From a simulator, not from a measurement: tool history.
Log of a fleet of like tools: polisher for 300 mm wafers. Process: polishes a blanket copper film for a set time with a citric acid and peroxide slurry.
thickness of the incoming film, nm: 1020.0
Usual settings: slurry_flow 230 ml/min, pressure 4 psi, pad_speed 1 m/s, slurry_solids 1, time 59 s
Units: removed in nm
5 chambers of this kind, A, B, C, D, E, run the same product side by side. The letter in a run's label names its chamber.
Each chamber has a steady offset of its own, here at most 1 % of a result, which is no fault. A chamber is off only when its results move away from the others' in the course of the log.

run    day  slurry_flow  pressure  pad_speed  slurry_solids  time  wafers polished on this pad  hours since the slurry nozzle was cleaned  hours since the head pressure was calibrated  hours since the slurry blender was calibrated  removed
 1E  0.233          230         4          1              1    59                          373                                      131.4                                          55.4                                          235.2   152.84
     0.267  -- chamber A: slurry blender recalibrated
     0.388  -- chamber B: worn pad replaced by a new one
     0.425  -- chamber C: head pressure recalibrated
 2C  0.454          230         4          1              1    59                          292                                      620.6                                           0.8                                           95.5   153.66
 3D  0.592          230         4          1              1    59                          516                                      337.6                                         548.1                                           55.2   152.38
 4A  0.775          230         4          1              1    59                          179                                      228.2                                         551.1                                           12.3   152.08
 5B  0.921          230         4          1              1    59                          106                                       63.3                                         744.4                                          167.5   151.42
     0.958  -- chamber D: worn pad replaced by a new one
     1.083  -- chamber E: worn pad replaced by a new one
 6A  1.146          230         4          1              1    59                          253                                      237.1                                           560                                           21.2   150.77
 7C  1.312          265         4          1              1    42                          463                                      641.2                                          21.4                                          116.1   109.45
     1.558  -- chamber C: slurry nozzle cleaned
 8D  1.562          265         4          1              1    42                          120                                      360.9                                         571.4                                           78.5   109.61
 9E  1.771          265         4          1              1    42                          137                                      168.3                                          92.3                                          272.1   110.94
10B  1.979          265         4          1              1    42                          317                                       88.7                                         769.8                                          192.9   110.31
11C  2.104          265         4          1              1    42                          620                                       13.1                                          40.4                                          135.1   110.55
12E  2.354          230         4          1              1    59                          253                                      182.3                                         106.3                                          286.1   151.47
     2.392  -- chamber C: slurry blender recalibrated
13B  2.496          230         4          1              1    59                          419                                      101.1                                         782.2                                          205.3   151.96
       2.6  -- chamber A: worn pad replaced by a new one
14D  2.721          230         4          1              1    59                          351                                      388.7                                         599.2                                          106.3   151.96
15A  2.954          230         4          1              1    59                           70                                      280.5                                         603.4                                           64.6    151.7
16E  3.171          230         4          1              1    59                          415                                      201.9                                         125.9                                          305.7   152.84
17A  3.346          230         4          1              1    59                          148                                      289.9                                         612.8                                             74   153.75
18B  3.546          230         4          1              1    59                          628                                      126.3                                         807.4                                          230.5   150.23
19C  3.717          230         4          1           0.75    59                          941                                       51.8                                          79.1                                           31.9   144.07
     3.925  -- chamber E: worn pad replaced by a new one
20D  3.967          230         4          1           0.75    59                          599                                      418.6                                         629.1                                          136.2    143.2
21E  4.154          230         4          1           0.75    59                           45                                      225.5                                         149.5                                          329.3    142.9
     4.262  -- chamber C: worn pad replaced by a new one
22C  4.288          230         4          1           0.75    59                            5                                       65.5                                          92.8                                           45.6   145.15
     4.458  -- chamber D: worn pad replaced by a new one
23B  4.512          230         4          1           0.75    59                          821                                      149.5                                         830.6                                          253.7    142.2
24A  4.679          230         4          1              1    66                          414                                      321.9                                         644.8                                            106   168.22
25D  4.842          230         4          1              1    66                           77                                      439.6                                         650.1                                          157.2   169.34
26B  4.962          230         4          1              1    66                          911                                      160.3                                         841.4                                          264.5   170.74
     5.083  -- chamber A: worn pad replaced by a new one
     5.117  -- chamber B: slurry blender recalibrated
27D  5.142          230         4          1              1    66                          136                                      446.8                                         657.3                                          164.4   170.32
      5.25  -- chamber A: slurry blender recalibrated
28A  5.346          230         4          1              1    66                           52                                      337.9                                         660.8                                            2.4   168.27
29C  5.462          230         4          1              1    59                          239                                       93.7                                           121                                           73.8   152.64
30E  5.638          230         4          1              1    59                          341                                      261.1                                         185.1                                          364.9   154.06
31A  5.767          230         4          1              1    59                          136                                        348                                         670.9                                           12.5    150.2
32C  5.933          230         4          1              1    59                          332                                        105                                         132.3                                           85.1   151.73
33B  6.117          230         4          1              1    59                         1140                                        188                                         869.1                                             24   150.88
34E  6.317          230         4       0.66              1    59                          476                                      277.4                                         201.4                                          381.2   101.88
35D  6.462          230         4       0.66              1    59                          399                                      478.5                                           689                                          196.1   101.31
36D  6.633          230         4       0.66              1    59                          433                                      482.6                                         693.1                                          200.2    102.1
37B  6.758          230         4       0.66              1    59                         1268                                      203.4                                         884.5                                           39.4   100.09
     6.771  -- chamber E: worn pad replaced by a new one
38A  6.971          230         4       0.66              1    59                          375                                      376.9                                         699.8                                           41.4   96.172
     7.075  -- chamber B: worn pad replaced by a new one
       7.1  -- chamber E: slurry blender recalibrated
39C  7.171          230         4          1              1    59                          579                                      134.7                                           162                                          114.8   153.14
40E  7.425          230         4          1              1    59                          130                                        304                                           228                                            7.9   153.41
41B  7.638          230         4          1              1    59                          112                                      224.5                                         905.6                                           60.5    151.3
     7.775  -- chamber A: worn pad replaced by a new one
42A  7.888          230         4          1              1    59                           22                                      398.9                                         721.8                                           63.4   144.18

Is one chamber off against the others, does the gauge drift, or is nothing wrong? If a chamber is off, say which, and what the likeliest cause is.

Chamber A drifts away from the others.
Cause: head's pressure below its setpoint, % = 5.48.
The log may not tell that from: slurry flow missing at the pad, %.

Here are 4 candidates for chamber A's next run, each the usual settings with a change, their results left as question marks. Which one brings its results back in line with what the others give on the usual settings?
In line means no further than this from the other chambers' mean on the usual settings: removed 3.5 nm
43A-1  8.075          230       4.1       1.04              1    61                                                                                                                                                                             ?
43A-2  8.075          230         4        0.9              1    59                                                                                                                                                                             ?
43A-3  8.075          230       3.9       0.98              1    58                                                                                                                                                                             ?
43A-4  8.075          230       4.1       1.02              1    60                                                                                                                                                                             ?

The other chambers' mean on the usual settings: removed 152.42 nm
  run  removed
43A-1   158.21
43A-2   129.38
43A-3    135.1
43A-4   152.63
43A-4 brings the chamber back in line.

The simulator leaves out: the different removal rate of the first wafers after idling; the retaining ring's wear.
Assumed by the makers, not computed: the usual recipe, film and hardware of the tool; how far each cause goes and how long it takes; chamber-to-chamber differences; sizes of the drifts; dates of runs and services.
